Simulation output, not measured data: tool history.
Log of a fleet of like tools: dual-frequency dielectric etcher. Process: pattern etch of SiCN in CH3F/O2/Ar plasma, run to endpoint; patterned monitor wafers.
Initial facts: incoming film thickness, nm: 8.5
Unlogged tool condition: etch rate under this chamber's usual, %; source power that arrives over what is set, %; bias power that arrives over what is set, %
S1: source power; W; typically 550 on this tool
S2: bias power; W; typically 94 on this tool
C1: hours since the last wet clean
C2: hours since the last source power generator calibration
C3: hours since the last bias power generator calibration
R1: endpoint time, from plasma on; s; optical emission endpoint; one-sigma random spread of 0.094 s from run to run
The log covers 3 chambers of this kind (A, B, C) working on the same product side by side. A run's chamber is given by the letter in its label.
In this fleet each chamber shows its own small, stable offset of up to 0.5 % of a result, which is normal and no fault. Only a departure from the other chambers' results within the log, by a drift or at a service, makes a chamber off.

run   hour   S1  S2     C1      C2      C3      R1
 1B    4.8  550  94  465.2   940.0  2833.5  18.364
 2C   10.1  550  94   33.5  2469.8   162.3  18.258
 3A   17.5  550  94  454.3  2760.6  1883.6  18.284
 4B   21.6  550  94  482.0   956.8  2850.3  18.370
 5A   26.9  550  94  463.7  2770.0  1893.0  18.343
 6C   33.5  550  94   56.9  2493.2   185.7  18.320
 7C   40.1  550  94   63.5  2499.8   192.3  18.190
 8B   46.1  550  94  506.5   981.3  2874.8  18.212
      48.2  -- chamber B: wet clean of the chamber
      50.5  -- chamber A: wet clean of the chamber
 9A   51.4  550  94    1.0  2794.5  1917.5  19.166
10C   57.6  550  94   81.0  2517.3   209.8  18.227
11A   63.2  550  94   12.8  2806.3  1929.3  19.230
12B   70.0  550  94   21.9  1005.2  2898.7  18.105
13C   74.7  550  94   98.1  2534.4   226.9  18.363
14B   80.4  660  87   32.3  1015.6  2909.1  17.527
15A   87.2  660  87   36.8  2830.3  1953.3  18.285
16B   91.4  660  87   43.3  1026.6  2920.1  17.309
17A   98.4  550  94   48.0  2841.5  1964.5  19.288
18C  101.7  550  94  125.1  2561.4   253.9  18.266
19A  106.8  550  94   56.4  2849.9  1972.9  19.250
20C  111.1  550  94  134.5  2570.8   263.3  18.160
21B  114.9  550  94   66.8  1050.1  2943.6  18.243
22A  120.0  550  94   69.6  2863.1  1986.1  19.244
23B  123.5  550  94   75.4  1058.7  2952.2  18.228
24C  127.8  550  94  151.2  2587.5   280.0  18.229
25B  133.9  550  94   85.8  1069.1  2962.6  18.509
26A  141.1  640  81   90.7  2884.2  2007.2  19.054
27C  146.4  640  81  169.8  2606.1   298.6  18.312

Decide between three cases: one chamber stands off from its peers, the gauge reading all wafers drifts, or nothing is wrong past each chamber's small offset. Where a chamber is off, say which and what most likely put it there.

After it was serviced, chamber A no longer matches the other chambers.
Likeliest cause: etch rate under this chamber's usual, % = 4.51.

Here are 4 candidates for chamber A's next run, each the usual settings with a change, their results left as question marks. Which one brings its results back in line with what the others give on the usual settings?
Maximum distance from the other chambers' mean on the usual settings for a result to count as in line: R1 0.330 s
28A-1  151.8  580  100               ?
28A-2  151.8  520   88               ?
28A-3  151.8  560   96               ?
28A-4  151.8  550   91               ?

On the usual settings, the other chambers give on average: R1 18.291 s
  run      R1
28A-1  18.360
28A-2  20.029
28A-3  18.880
28A-4  19.379
Change 28A-1 lands the chamber within the allowed miss of the other chambers.
